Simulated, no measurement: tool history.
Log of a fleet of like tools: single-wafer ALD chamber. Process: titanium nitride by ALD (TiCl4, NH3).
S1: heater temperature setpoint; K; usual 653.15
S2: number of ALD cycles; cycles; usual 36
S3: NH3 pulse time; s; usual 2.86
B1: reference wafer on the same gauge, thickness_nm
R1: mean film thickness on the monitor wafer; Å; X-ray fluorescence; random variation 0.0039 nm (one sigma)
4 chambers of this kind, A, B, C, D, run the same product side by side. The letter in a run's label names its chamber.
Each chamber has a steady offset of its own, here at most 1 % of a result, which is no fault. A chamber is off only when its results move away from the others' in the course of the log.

{"run": "1A", "hour": 10.1, "S1": 653.15, "S2": 36, "S3": 2.86, "B1": 0.9464, "R1": 7.928}
{"run": "2D", "hour": 24.8, "S1": 653.15, "S2": 36, "S3": 2.86, "B1": 0.94638, "R1": 7.9239}
{"run": "3B", "hour": 39.3, "S1": 653.15, "S2": 36, "S3": 2.86, "B1": 0.94618, "R1": 7.955}
{"run": "4C", "hour": 46.7, "S1": 653.15, "S2": 36, "S3": 2.86, "B1": 0.94496, "R1": 7.9318}
{"run": "5C", "hour": 59.5, "S1": 653.15, "S2": 36, "S3": 2.86, "B1": 0.94732, "R1": 7.9614}
{"run": "6D", "hour": 68.4, "S1": 653.15, "S2": 36, "S3": 2.86, "B1": 0.94494, "R1": 7.99}
{"run": "7B", "hour": 83.4, "S1": 653.15, "S2": 36, "S3": 2.86, "B1": 0.9455, "R1": 7.9739}
{"hour": 88.3, "done": "chamber B: thermocouple changed; heater temperature recalibrated"}
{"run": "8A", "hour": 99.2, "S1": 653.15, "S2": 36, "S3": 2.86, "B1": 0.94549, "R1": 7.9854}
{"run": "9A", "hour": 114.7, "S1": 653.15, "S2": 36, "S3": 2.86, "B1": 0.94619, "R1": 7.8886}
{"run": "10C", "hour": 127.9, "S1": 653.15, "S2": 36, "S3": 2.86, "B1": 0.94596, "R1": 7.879}
{"run": "11D", "hour": 142.9, "S1": 653.15, "S2": 36, "S3": 2.86, "B1": 0.94649, "R1": 7.9431}
{"run": "12B", "hour": 154.3, "S1": 663.15, "S2": 36, "S3": 1.94, "B1": 0.94547, "R1": 7.9445}
{"run": "13D", "hour": 165.0, "S1": 663.15, "S2": 36, "S3": 1.94, "B1": 0.94709, "R1": 7.9028}
{"run": "14A", "hour": 177.9, "S1": 663.15, "S2": 36, "S3": 1.94, "B1": 0.94683, "R1": 7.8588}
{"run": "15B", "hour": 186.1, "S1": 663.15, "S2": 36, "S3": 1.94, "B1": 0.94633, "R1": 7.9244}
{"run": "16C", "hour": 201.6, "S1": 653.15, "S2": 36, "S3": 2.86, "B1": 0.94631, "R1": 7.9643}
{"run": "17D", "hour": 212.8, "S1": 653.15, "S2": 36, "S3": 2.86, "B1": 0.94596, "R1": 8.0271}
{"run": "18C", "hour": 219.7, "S1": 653.15, "S2": 36, "S3": 2.86, "B1": 0.94627, "R1": 7.9635}
{"run": "19A", "hour": 230.9, "S1": 653.15, "S2": 36, "S3": 2.86, "B1": 0.94513, "R1": 7.8395}
{"run": "20B", "hour": 241.1, "S1": 653.15, "S2": 36, "S3": 2.86, "B1": 0.9452, "R1": 7.9708}
{"run": "21B", "hour": 252.3, "S1": 653.15, "S2": 36, "S3": 2.86, "B1": 0.94706, "R1": 7.9528}
{"run": "22A", "hour": 265.3, "S1": 653.15, "S2": 36, "S3": 2.86, "B1": 0.94533, "R1": 7.9186}
{"run": "23D", "hour": 277.6, "S1": 653.15, "S2": 36, "S3": 2.86, "B1": 0.94577, "R1": 7.9187}
{"run": "24C", "hour": 289.7, "S1": 653.15, "S2": 36, "S3": 2.86, "B1": 0.94647, "R1": 7.8971}
{"run": "25A", "hour": 303.8, "S1": 664.15, "S2": 36, "S3": 2.86, "B1": 0.94692, "R1": 8.0426}
{"run": "26B", "hour": 314.3, "S1": 664.15, "S2": 36, "S3": 2.86, "B1": 0.94721, "R1": 8.1495}
{"run": "27D", "hour": 327.5, "S1": 664.15, "S2": 36, "S3": 2.86, "B1": 0.94485, "R1": 8.0852}
{"run": "28C", "hour": 336.5, "S1": 664.15, "S2": 36, "S3": 2.86, "B1": 0.94568, "R1": 7.9744}
{"run": "29A", "hour": 351.2, "S1": 653.15, "S2": 43, "S3": 2.1, "B1": 0.94581, "R1": 9.2834}
{"run": "30C", "hour": 365.4, "S1": 653.15, "S2": 43, "S3": 2.1, "B1": 0.94564, "R1": 9.4013}
{"run": "31D", "hour": 379.3, "S1": 653.15, "S2": 43, "S3": 2.1, "B1": 0.94731, "R1": 9.3477}
{"run": "32B", "hour": 387.7, "S1": 653.15, "S2": 43, "S3": 2.1, "B1": 0.94575, "R1": 9.3159}
{"run": "33D", "hour": 401.8, "S1": 653.15, "S2": 36, "S3": 2.86, "B1": 0.9469, "R1": 7.956}
{"run": "34C", "hour": 412.7, "S1": 653.15, "S2": 36, "S3": 2.86, "B1": 0.94558, "R1": 7.898}
{"run": "35A", "hour": 425.6, "S1": 653.15, "S2": 36, "S3": 2.86, "B1": 0.9473, "R1": 7.8894}
{"run": "36B", "hour": 440.2, "S1": 646.15, "S2": 40, "S3": 2.86, "B1": 0.94586, "R1": 8.9287}
{"run": "37A", "hour": 454.3, "S1": 646.15, "S2": 40, "S3": 2.86, "B1": 0.947, "R1": 8.7794}
{"run": "38D", "hour": 464.5, "S1": 646.15, "S2": 40, "S3": 2.86, "B1": 0.94572, "R1": 8.7526}
{"run": "39B", "hour": 472.0, "S1": 646.15, "S2": 40, "S3": 2.86, "B1": 0.94496, "R1": 8.7656}
{"run": "40C", "hour": 483.4, "S1": 662.15, "S2": 41, "S3": 2.86, "B1": 0.94648, "R1": 9.0769}
{"run": "41D", "hour": 492.0, "S1": 662.15, "S2": 41, "S3": 2.86, "B1": 0.94478, "R1": 9.1427}
{"run": "42B", "hour": 506.4, "S1": 662.15, "S2": 41, "S3": 2.86, "B1": 0.94473, "R1": 9.1714}
{"run": "43A", "hour": 515.4, "S1": 662.15, "S2": 41, "S3": 2.86, "B1": 0.94496, "R1": 9.0965}
{"run": "44C", "hour": 530.5, "S1": 653.15, "S2": 36, "S3": 2.86, "B1": 0.94554, "R1": 7.8671}

Is one chamber off against the others, does the gauge drift, or is nothing wrong? If a chamber is off, say which, and what the likeliest cause is.

No chamber stands off beyond its own small offset, and the gauge holds steady.
